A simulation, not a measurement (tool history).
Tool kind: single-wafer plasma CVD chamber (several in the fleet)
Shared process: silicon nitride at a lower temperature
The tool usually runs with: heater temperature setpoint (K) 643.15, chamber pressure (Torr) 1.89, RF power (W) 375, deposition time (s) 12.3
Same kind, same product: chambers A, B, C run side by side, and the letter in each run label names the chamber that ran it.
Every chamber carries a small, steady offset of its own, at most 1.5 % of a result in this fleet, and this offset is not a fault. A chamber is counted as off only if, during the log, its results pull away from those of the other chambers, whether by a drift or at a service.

run,day,heater temperature setpoint (K),chamber pressure (Torr),RF power (W),deposition time (s),hours since the last thermocouple change,hours since the last RF generator calibration,hours since the last manometer calibration,"read-back reference wafer on the same gauge, thickness_nm",mean film thickness on the monitor wafer (angstrom)
1A,0.242,643.15,1.89,375,12.3,1745.6,1125.0,1276.7,16.401,176.30
2C,0.600,643.15,1.89,375,12.3,983.3,51.0,1038.1,16.407,174.27
3B,0.933,643.15,1.89,375,12.3,1743.2,411.0,1300.6,16.408,174.13
4C,1.350,643.15,1.89,375,12.3,1001.3,69.0,1056.1,16.410,174.08
5B,1.579,643.15,1.89,375,12.3,1758.7,426.5,1316.1,16.418,173.48
6A,1.825,643.15,1.89,375,12.3,1783.6,1163.0,1314.7,16.418,176.14
7C,2.192,643.15,1.89,375,12.3,1021.5,89.2,1076.3,16.421,174.09
8A,2.658,643.15,1.89,375,12.3,1803.6,1183.0,1334.7,16.425,176.33
9B,3.038,643.15,1.89,375,12.3,1793.7,461.5,1351.1,16.427,173.93
10B,3.488,643.15,1.89,375,12.3,1804.5,472.3,1361.9,16.430,173.86
11A,3.738,643.15,1.89,375,12.3,1829.5,1208.9,1360.6,16.434,176.74
12C,4.183,643.15,1.89,375,12.3,1069.3,137.0,1124.1,16.446,174.19
13B,4.508,643.15,1.89,375,12.3,1829.0,496.8,1386.4,16.443,174.45
14A,4.867,643.15,1.89,375,12.3,1856.6,1236.0,1387.7,16.448,176.95
15C,5.217,643.15,1.89,375,12.3,1094.1,161.8,1148.9,16.451,174.74
16B,5.529,643.15,1.89,375,12.3,1853.5,521.3,1410.9,16.455,174.68
17C,6.033,643.15,1.89,375,12.3,1113.7,181.4,1168.5,16.461,174.54
18A,6.421,643.15,1.89,375,12.3,1893.9,1273.3,1425.0,16.466,176.76
19C,6.929,654.15,1.89,375,12.3,1135.2,202.9,1190.0,16.472,174.00
20B,7.188,654.15,1.89,375,12.3,1893.3,561.1,1450.7,16.467,173.56
21A,7.554,654.15,1.89,375,12.3,1921.1,1300.5,1452.2,16.473,175.98
22B,7.912,643.15,1.89,375,12.3,1910.7,578.5,1468.1,16.474,174.84

Does one chamber stand apart from the rest, does the shared gauge drift, or is all well apart from small per-chamber offsets? Give the chamber and the most likely cause, where there is one.

The shared gauge is drifting. All chambers look as if they move in step, but none is off.
Most likely cause: gauge reads high (%) = 0.49.
